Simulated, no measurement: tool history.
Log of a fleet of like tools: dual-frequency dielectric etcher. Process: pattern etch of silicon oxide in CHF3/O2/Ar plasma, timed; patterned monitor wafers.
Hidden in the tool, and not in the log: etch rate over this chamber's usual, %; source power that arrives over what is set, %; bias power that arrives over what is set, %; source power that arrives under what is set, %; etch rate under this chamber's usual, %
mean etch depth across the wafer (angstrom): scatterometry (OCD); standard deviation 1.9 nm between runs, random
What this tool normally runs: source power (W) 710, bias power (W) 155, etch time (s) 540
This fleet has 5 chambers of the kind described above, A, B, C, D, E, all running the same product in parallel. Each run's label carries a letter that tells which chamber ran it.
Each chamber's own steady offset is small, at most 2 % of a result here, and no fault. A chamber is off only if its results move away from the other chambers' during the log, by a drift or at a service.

run,hour,source power (W),bias power (W),etch time (s),hours since the last wet clean,hours since the last source power generator calibration,hours since the last bias power generator calibration,"read-back reference wafer on the same gauge, depth_nm",mean etch depth across the wafer (angstrom)
# hour 5.6: chamber B: wet clean of the chamber
1A,11.8,710,155,540,266,822.7,2407,970.09,10871
2C,23,710,155,540,95,1734.5,1136.5,969.28,10881
3D,33.1,710,155,540,417.4,620.2,3548.9,969.01,10885
4E,42.7,710,155,540,446.6,512,1465.4,969.2,10922
5B,50.5,710,125,540,45,1382.3,689.3,969.21,9938.8
6D,56.5,710,125,540,440.8,643.6,3572.3,969.36,10146
7C,65.7,710,125,540,137.7,1777.2,1179.2,968.9,10185
8E,77.5,710,125,540,481.4,546.8,1500.2,968.41,10191
9A,88.7,710,125,540,342.9,899.6,2483.9,968.04,10147
10B,94.8,710,155,540,89.3,1426.6,733.6,968.09,10626
11E,102.2,710,155,540,506.1,571.5,1524.9,968.24,10882
12D,111.2,710,155,540,495.5,698.3,3627,967.61,10849
13A,120.5,710,155,540,374.7,931.4,2515.7,967.53,10815
# hour 129.2: chamber E: wet clean of the chamber
14C,132.6,710,155,540,204.6,1844.1,1246.1,967.75,10885
# hour 137.8: chamber D: wet clean of the chamber
15B,144.8,710,155,540,139.3,1476.6,783.6,967.01,10628
16A,156.8,710,155,540,411,967.7,2552,966.99,10851
17C,162.6,710,121,677.5,234.6,1874.1,1276.1,966.81,12607
18D,171.3,710,121,677.5,33.6,758.4,3687.1,966.58,12604
19E,177.9,710,121,677.5,48.8,647.2,1600.6,966.3,12651
20B,190.5,710,121,677.5,185,1522.3,829.3,966.17,12296
21D,197.1,710,121,677.5,59.4,784.2,3712.9,966.27,12595
22C,205.1,710,155,540,277.1,1916.6,1318.6,965.47,10835
23B,211.9,710,155,540,206.4,1543.7,850.7,965.64,10652
24E,222.9,710,142,540,93.8,692.2,1645.6,965.48,10581
25A,232.1,710,142,540,486.3,1043,2627.3,965,10516
26C,238.4,710,142,540,310.4,1949.9,1351.9,965.05,10537
27E,245.9,710,142,540,116.8,715.2,1668.6,964.84,10568
28D,255.4,710,142,540,117.7,842.5,3771.2,965.13,10533
29B,265.9,710,155,540,260.4,1597.7,904.7,964.45,10600
30A,278.5,710,155,540,532.7,1089.4,2673.7,964.79,10815
31A,288.9,770,155,540,543.1,1099.8,2684.1,964.16,11162
32C,300.4,770,155,540,372.4,2011.9,1413.9,964.04,11170
33B,307.2,770,155,540,301.7,1639,946,963.61,10940
34E,318.3,770,155,540,189.2,787.6,1741,963.44,11202
35D,330.8,770,155,540,193.1,917.9,3846.6,963.33,11135

Predict what each chamber gives when all 5 of them run the settings below next.
36A,340,710,155,684.5,,,,,?
36B,340,710,155,684.5,,,,,?
36C,340,710,155,684.5,,,,,?
36D,340,710,155,684.5,,,,,?
36E,340,710,155,684.5,,,,,?

run,mean etch depth across the wafer (angstrom)
36A,13671
36B,13455
36C,13719
36D,13705
36E,13808
